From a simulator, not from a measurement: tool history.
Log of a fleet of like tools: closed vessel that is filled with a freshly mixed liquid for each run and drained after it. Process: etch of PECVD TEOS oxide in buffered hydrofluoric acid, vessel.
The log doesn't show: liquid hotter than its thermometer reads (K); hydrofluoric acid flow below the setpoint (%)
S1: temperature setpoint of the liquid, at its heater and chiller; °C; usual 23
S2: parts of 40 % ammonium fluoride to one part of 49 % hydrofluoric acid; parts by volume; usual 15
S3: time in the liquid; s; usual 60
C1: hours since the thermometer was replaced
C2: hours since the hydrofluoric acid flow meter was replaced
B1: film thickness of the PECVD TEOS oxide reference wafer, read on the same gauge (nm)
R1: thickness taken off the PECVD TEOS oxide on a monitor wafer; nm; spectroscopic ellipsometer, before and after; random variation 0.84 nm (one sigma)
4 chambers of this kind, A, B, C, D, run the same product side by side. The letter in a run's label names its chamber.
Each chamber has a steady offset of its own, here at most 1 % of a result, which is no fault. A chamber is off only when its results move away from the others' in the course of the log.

| run | hour | S1 | S2 | S3 | C1 | C2 | B1 | R1 |
|---|---|---|---|---|---|---|---|---|
| 1B | 8 | 23 | 15 | 60 | 1595.8 | 418.4 | 100.03 | 128.82 |
| 2D | 21.3 | 23 | 15 | 60 | 327.7 | 901.4 | 100.01 | 128.12 |
| 3A | 33.7 | 23 | 15 | 60 | 265.8 | 143.9 | 99.998 | 129.18 |
| 4C | 43.8 | 23 | 15 | 60 | 119 | 224 | 100.02 | 130.85 |
| 5D | 58.3 | 23 | 15 | 60 | 364.7 | 938.4 | 99.985 | 128.14 |
| 6B | 69.4 | 27.5 | 15 | 60 | 1657.2 | 479.8 | 100 | 163.75 |
| 7C | 82.6 | 27.5 | 15 | 60 | 157.8 | 262.8 | 100.05 | 164.21 |
| 8A | 94.6 | 27.5 | 15 | 60 | 326.7 | 204.8 | 100.02 | 165.54 |
| 9C | 108.9 | 27.5 | 15 | 60 | 184.1 | 289.1 | 100.01 | 165.39 |
| 10B | 125 | 23 | 15 | 60 | 1712.8 | 535.4 | 99.976 | 128.45 |
| 11A | 134 | 23 | 15 | 60 | 366.1 | 244.2 | 100.01 | 130.01 |
| 12D | 145.3 | 23 | 15 | 50 | 451.7 | 1025.4 | 99.996 | 105.81 |
| 13A | 161.7 | 23 | 15 | 50 | 393.8 | 271.9 | 99.981 | 108.77 |
| 14B | 170.6 | 23 | 15 | 50 | 1758.4 | 581 | 99.976 | 108.29 |
| 15D | 181.4 | 23 | 15 | 50 | 487.8 | 1061.5 | 99.961 | 106.83 |
| 16C | 195.8 | 23 | 15 | 60 | 271 | 376 | 100.01 | 129.81 |
| 17C | 211.9 | 23 | 15 | 60 | 287.1 | 392.1 | 99.985 | 128.81 |
| 18D | 226.5 | 23 | 15 | 60 | 532.9 | 1106.6 | 99.969 | 127.51 |
| 19A | 241.6 | 23 | 15 | 60 | 473.7 | 351.8 | 100.03 | 133.85 |
| 20B | 249.5 | 18.5 | 18.5 | 60 | 1837.3 | 659.9 | 100.01 | 81.908 |
| 21B | 262.8 | 18.5 | 18.5 | 60 | 1850.6 | 673.2 | 99.978 | 81.554 |
| 22C | 278.2 | 18.5 | 18.5 | 60 | 353.4 | 458.4 | 99.984 | 82.667 |
|  | 280.1 | chamber C: hydrofluoric acid flow meter replaced |
| 23D | 288.5 | 18.5 | 18.5 | 60 | 594.9 | 1168.6 | 100.05 | 80.693 |
| 24A | 300.1 | 23 | 15 | 60 | 532.2 | 410.3 | 100.04 | 135.88 |
| 25D | 308.8 | 23 | 15 | 60 | 615.2 | 1188.9 | 99.972 | 126.27 |
| 26B | 319.7 | 23 | 15 | 60 | 1907.5 | 730.1 | 100.04 | 130.36 |
| 27A | 327.1 | 23 | 15 | 60 | 559.2 | 437.3 | 100.02 | 135.47 |
| 28C | 337.6 | 23 | 17 | 75 | 412.8 | 57.6 | 100.04 | 144.61 |
| 29B | 349.6 | 23 | 17 | 75 | 1937.4 | 760 | 99.956 | 142.1 |
| 30C | 360.3 | 23 | 17 | 75 | 435.5 | 80.3 | 100 | 144.69 |
|  | 368.3 | chamber D: hydrofluoric acid flow meter replaced |
| 31D | 373.4 | 23 | 17 | 75 | 679.8 | 5.2 | 99.949 | 141.35 |
| 32A | 388.3 | 23 | 15 | 60 | 620.4 | 498.5 | 99.989 | 136.52 |
| 33D | 396.5 | 23 | 15 | 60 | 702.9 | 28.3 | 100.01 | 129.09 |
| 34B | 404.7 | 23 | 15 | 60 | 1992.5 | 815.1 | 100.02 | 129.78 |
| 35A | 420.5 | 23 | 15 | 60 | 652.6 | 530.7 | 99.964 | 138.01 |
| 36C | 432.6 | 23 | 15 | 60 | 507.8 | 152.6 | 100 | 129.34 |
| 37D | 441.4 | 23 | 15 | 60 | 747.8 | 73.2 | 100.04 | 128.35 |
| 38A | 455.3 | 23 | 15 | 60 | 687.4 | 565.5 | 99.947 | 139.96 |
| 39C | 470.1 | 27.5 | 10.5 | 60 | 545.3 | 190.1 | 100 | 231.17 |
| 40B | 481.7 | 27.5 | 10.5 | 60 | 2069.5 | 892.1 | 99.979 | 234.73 |
| 41C | 495.6 | 27.5 | 10.5 | 60 | 570.8 | 215.6 | 100.02 | 230.01 |

All 4 chambers run these settings next. Forecast each chamber's results:
| 42A | 507.4 | 23 | 15 | 60 |  |  |  | ? |
| 42B | 507.4 | 23 | 15 | 60 |  |  |  | ? |
| 42C | 507.4 | 23 | 15 | 60 |  |  |  | ? |
| 42D | 507.4 | 23 | 15 | 60 |  |  |  | ? |

| run | R1 |
|---|---|
| 42A | 141.75 |
| 42B | 128.18 |
| 42C | 129.02 |
| 42D | 127.87 |
